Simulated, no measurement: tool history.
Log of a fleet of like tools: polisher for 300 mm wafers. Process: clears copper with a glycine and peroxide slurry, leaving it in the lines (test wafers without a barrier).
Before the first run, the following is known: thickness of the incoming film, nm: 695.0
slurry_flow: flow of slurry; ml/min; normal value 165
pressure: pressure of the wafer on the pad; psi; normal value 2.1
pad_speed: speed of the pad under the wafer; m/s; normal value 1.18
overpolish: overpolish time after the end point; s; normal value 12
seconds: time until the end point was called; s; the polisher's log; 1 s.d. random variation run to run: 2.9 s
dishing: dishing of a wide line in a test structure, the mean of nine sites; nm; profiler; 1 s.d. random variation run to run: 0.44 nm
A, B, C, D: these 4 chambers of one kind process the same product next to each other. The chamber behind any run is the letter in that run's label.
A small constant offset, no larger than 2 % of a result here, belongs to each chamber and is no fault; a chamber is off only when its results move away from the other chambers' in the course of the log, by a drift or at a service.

run,hour,slurry_flow,pressure,pad_speed,overpolish,seconds,dishing
# hour 1.5: chamber A: slurry nozzle cleaned
1C,7.0,165,2.1,1.18,12,150.27,17.315
2B,19.0,165,2.1,1.18,12,152.52,17.791
# hour 22.8: chamber B: worn pad replaced by a new one
3A,30.1,165,2.1,1.18,12,150.56,18.780
# hour 35.3: chamber C: worn pad replaced by a new one
# hour 36.6: chamber C: head pressure recalibrated
4D,40.2,165,2.1,1.18,12,153.39,17.660
5A,51.1,165,2.1,1.18,12,155.38,17.422
# hour 53.9: chamber D: worn pad replaced by a new one
# hour 60.7: chamber B: head pressure recalibrated
# hour 61.6: chamber A: worn pad replaced by a new one
6B,62.1,165,2.1,1.18,12,152.38,17.540
7D,75.1,165,2.1,1.18,12,153.78,17.007
8C,84.5,165,2.1,1.18,12,150.96,17.806
9C,93.6,165,2.1,1.18,12,148.19,17.718
# hour 101.2: chamber B: worn pad replaced by a new one
10B,103.9,165,2.1,1.18,12,150.26,17.330
11A,111.0,165,2.1,1.18,12,147.41,17.196
12D,119.5,165,2.1,1.18,12,151.97,17.414
# hour 124.2: chamber C: slurry nozzle cleaned
13C,131.9,165,2.1,1.18,12,147.64,17.392
14A,145.1,165,2.1,1.18,12,153.83,18.211
# hour 145.2: chamber C: worn pad replaced by a new one
# hour 151.6: chamber D: worn pad replaced by a new one
15B,153.8,165,2.1,1.18,12,154.40,17.119
# hour 154.0: chamber A: worn pad replaced by a new one
16D,167.6,165,2.1,1.18,12,150.12,17.752
17B,174.7,165,2.1,1.18,12,150.50,16.949
# hour 182.5: chamber B: worn pad replaced by a new one
18A,185.3,115,2.4,1.18,12,145.57,17.023
19C,193.2,115,2.4,1.18,12,140.91,17.926
20D,206.4,115,2.4,1.18,12,143.37,17.331
21C,213.4,115,2.4,1.18,12,144.36,17.935
22A,223.4,165,2.1,1.18,12,158.13,17.595
23D,231.9,120,1.7,1.18,12,191.94,16.264
24B,241.6,120,1.7,1.18,12,191.35,15.660
# hour 246.0: chamber A: worn pad replaced by a new one
25B,250.7,120,1.7,1.18,12,187.03,16.600
# hour 252.2: chamber D: worn pad replaced by a new one
26A,261.9,120,1.7,1.18,12,194.09,16.198
# hour 271.6: chamber B: worn pad replaced by a new one
27D,271.9,165,2.1,1.18,12,150.27,17.648
# hour 276.5: chamber C: worn pad replaced by a new one
28C,279.0,165,2.1,1.18,12,149.68,17.292
# hour 279.6: chamber D: slurry nozzle cleaned
29D,292.9,165,2.1,1.18,12,146.90,17.188
30B,302.3,165,2.1,1.18,12,147.86,16.899
31A,309.6,165,2.1,1.18,12,150.08,17.728
32C,323.3,165,2.1,1.18,12,147.40,17.745
# hour 325.3: chamber C: head pressure recalibrated
# hour 328.6: chamber A: worn pad replaced by a new one
# hour 328.7: chamber D: worn pad replaced by a new one
33A,330.3,165,1.5,1.18,12,198.27,16.328
34D,344.3,165,1.5,1.18,12,199.49,15.925
35B,357.7,165,1.5,1.18,12,201.15,15.868
# hour 359.8: chamber B: worn pad replaced by a new one
36C,369.7,165,1.5,1.18,12,196.28,16.687
37B,380.5,165,2.1,1.18,12,151.94,18.012
38D,391.6,165,2.1,1.18,12,147.65,16.943
39C,398.6,165,2.1,1.18,12,148.54,17.006
40A,412.2,165,2.1,1.18,12,151.25,16.849
# hour 417.2: chamber A: worn pad replaced by a new one
# hour 417.6: chamber C: worn pad replaced by a new one
41B,421.6,165,2.1,1.18,12,155.52,17.660
42C,432.1,165,2.1,1.18,12,152.80,17.517
43A,443.0,165,2.1,1.38,12,138.22,17.266

Next, all 4 chambers run the settings below, one line each with question marks for the results. What does each chamber give?
44A,453.6,165,2.1,1.18,12,?,?
44B,453.6,165,2.1,1.18,12,?,?
44C,453.6,165,2.1,1.18,12,?,?
44D,453.6,165,2.1,1.18,12,?,?

run,seconds,dishing
44A,155.56,17.048
44B,152.15,16.965
44C,148.58,17.738
44D,151.72,17.312
